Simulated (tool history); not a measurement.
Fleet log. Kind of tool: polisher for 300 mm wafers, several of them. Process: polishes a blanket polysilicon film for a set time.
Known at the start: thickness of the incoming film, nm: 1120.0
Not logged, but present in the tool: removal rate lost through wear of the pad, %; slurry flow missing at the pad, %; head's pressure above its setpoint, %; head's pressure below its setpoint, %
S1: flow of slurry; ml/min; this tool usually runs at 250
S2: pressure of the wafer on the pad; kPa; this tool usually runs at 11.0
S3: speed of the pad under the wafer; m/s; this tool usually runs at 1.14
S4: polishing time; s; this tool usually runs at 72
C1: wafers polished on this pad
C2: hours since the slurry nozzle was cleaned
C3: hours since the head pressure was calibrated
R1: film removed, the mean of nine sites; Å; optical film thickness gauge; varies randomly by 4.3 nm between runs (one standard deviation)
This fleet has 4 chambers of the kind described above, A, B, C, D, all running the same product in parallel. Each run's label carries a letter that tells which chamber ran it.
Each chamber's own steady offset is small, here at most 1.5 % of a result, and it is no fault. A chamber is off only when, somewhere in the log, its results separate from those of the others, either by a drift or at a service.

run 1D hour=9.0 | S1=250 S2=11.0 S3=1.14 S4=72 | C1=184 C2=290.8 C3=1029.8 | R1=3524.1
run 2B hour=16.7 | S1=250 S2=11.0 S3=1.14 S4=72 | C1=658 C2=66.0 C3=526.8 | R1=3537.7
run 3C hour=22.7 | S1=250 S2=11.0 S3=1.14 S4=72 | C1=923 C2=63.7 C3=364.5 | R1=3559.0
run 4A hour=32.1 | S1=250 S2=11.0 S3=1.14 S4=72 | C1=478 C2=155.2 C3=799.6 | R1=3543.2
-- hour=32.7 chamber A: head pressure recalibrated
run 5A hour=40.0 | S1=280 S2=11.0 S3=0.90 S4=72 | C1=545 C2=163.1 C3=7.3 | R1=2878.2
-- hour=41.3 chamber C: worn pad replaced by a new one
-- hour=46.6 chamber A: worn pad replaced by a new one
run 6C hour=47.6 | S1=280 S2=11.0 S3=0.90 S4=72 | C1=54 C2=88.6 C3=389.4 | R1=2862.1
run 7B hour=57.9 | S1=280 S2=11.0 S3=0.90 S4=72 | C1=1008 C2=107.2 C3=568.0 | R1=2820.8
run 8D hour=66.8 | S1=280 S2=11.0 S3=0.90 S4=72 | C1=675 C2=348.6 C3=1087.6 | R1=2900.6
-- hour=75.0 chamber B: worn pad replaced by a new one
run 9D hour=77.7 | S1=250 S2=11.0 S3=1.14 S4=72 | C1=767 C2=359.5 C3=1098.5 | R1=3586.3
run 10C hour=83.1 | S1=185 S2=11.0 S3=1.14 S4=88 | C1=355 C2=124.1 C3=424.9 | R1=4252.3
-- hour=93.0 chamber D: slurry nozzle cleaned
run 11A hour=93.1 | S1=185 S2=11.0 S3=1.14 S4=88 | C1=395 C2=216.2 C3=60.4 | R1=4191.2
-- hour=104.3 chamber D: worn pad replaced by a new one
run 12B hour=104.7 | S1=185 S2=11.0 S3=1.14 S4=88 | C1=252 C2=154.0 C3=614.8 | R1=4128.8
run 13B hour=111.2 | S1=185 S2=11.0 S3=1.14 S4=88 | C1=307 C2=160.5 C3=621.3 | R1=4188.9
run 14D hour=119.6 | S1=250 S2=11.0 S3=1.14 S4=72 | C1=130 C2=26.6 C3=1140.4 | R1=3655.9
-- hour=123.0 chamber D: head pressure recalibrated
run 15C hour=127.0 | S1=250 S2=11.0 S3=1.14 S4=72 | C1=728 C2=168.0 C3=468.8 | R1=3455.7
-- hour=130.5 chamber A: worn pad replaced by a new one
run 16A hour=132.2 | S1=250 S2=11.0 S3=1.14 S4=72 | C1=15 C2=255.3 C3=99.5 | R1=3578.7
run 17D hour=143.2 | S1=250 S2=11.0 S3=1.14 S4=72 | C1=330 C2=50.2 C3=20.2 | R1=3636.5
run 18C hour=150.3 | S1=250 S2=11.0 S3=1.14 S4=72 | C1=926 C2=191.3 C3=492.1 | R1=3569.3
run 19A hour=158.4 | S1=250 S2=11.0 S3=1.14 S4=72 | C1=237 C2=281.5 C3=125.7 | R1=3575.9
run 20B hour=165.0 | S1=250 S2=11.0 S3=1.14 S4=72 | C1=764 C2=214.3 C3=675.1 | R1=3587.9
run 21A hour=171.8 | S1=310 S2=11.0 S3=1.14 S4=72 | C1=351 C2=294.9 C3=139.1 | R1=3598.2
-- hour=179.1 chamber C: worn pad replaced by a new one
run 22D hour=182.9 | S1=310 S2=11.0 S3=1.14 S4=72 | C1=667 C2=89.9 C3=59.9 | R1=3691.2
run 23B hour=193.2 | S1=310 S2=11.0 S3=1.14 S4=72 | C1=1004 C2=242.5 C3=703.3 | R1=3750.6
run 24C hour=201.1 | S1=310 S2=11.0 S3=1.14 S4=72 | C1=187 C2=242.1 C3=542.9 | R1=3664.7
-- hour=203.6 chamber A: worn pad replaced by a new one
-- hour=205.4 chamber D: worn pad replaced by a new one
run 25C hour=209.9 | S1=250 S2=11.0 S3=1.14 S4=72 | C1=261 C2=250.9 C3=551.7 | R1=3531.2
-- hour=210.8 chamber B: worn pad replaced by a new one
run 26B hour=219.5 | S1=250 S2=11.0 S3=1.14 S4=72 | C1=74 C2=268.8 C3=729.6 | R1=3760.0
run 27A hour=229.9 | S1=250 S2=11.0 S3=1.14 S4=72 | C1=224 C2=353.0 C3=197.2 | R1=3468.6
run 28D hour=239.8 | S1=250 S2=11.0 S3=1.14 S4=72 | C1=292 C2=146.8 C3=116.8 | R1=3646.0
run 29C hour=250.7 | S1=250 S2=11.0 S3=1.14 S4=72 | C1=608 C2=291.7 C3=592.5 | R1=3599.7
run 30B hour=257.6 | S1=250 S2=11.0 S3=1.14 S4=72 | C1=397 C2=306.9 C3=767.7 | R1=3775.2
run 31A hour=268.4 | S1=250 S2=11.0 S3=1.14 S4=72 | C1=551 C2=391.5 C3=235.7 | R1=3612.5
run 32D hour=275.2 | S1=250 S2=11.0 S3=1.14 S4=72 | C1=593 C2=182.2 C3=152.2 | R1=3666.0
-- hour=278.5 chamber A: worn pad replaced by a new one
run 33D hour=282.5 | S1=250 S2=11.0 S3=1.14 S4=72 | C1=655 C2=189.5 C3=159.5 | R1=3688.0
run 34B hour=293.9 | S1=250 S2=11.0 S3=1.14 S4=72 | C1=706 C2=343.2 C3=804.0 | R1=3686.9
run 35C hour=299.0 | S1=250 S2=11.0 S3=1.14 S4=72 | C1=1018 C2=340.0 C3=640.8 | R1=3514.6
run 36A hour=309.8 | S1=250 S2=14.5 S3=1.14 S4=72 | C1=265 C2=432.9 C3=277.1 | R1=4776.9

Next, every chamber runs the same settings. What will each give?
run 37A hour=318.1 | S1=330 S2=11.0 S3=1.14 S4=72 | R1=?
run 37B hour=318.1 | S1=330 S2=11.0 S3=1.14 S4=72 | R1=?
run 37C hour=318.1 | S1=330 S2=11.0 S3=1.14 S4=72 | R1=?
run 37D hour=318.1 | S1=330 S2=11.0 S3=1.14 S4=72 | R1=?

run=37A R1=3622.9
run=37B R1=3950.0
run=37C R1=3718.1
run=37D R1=3784.0
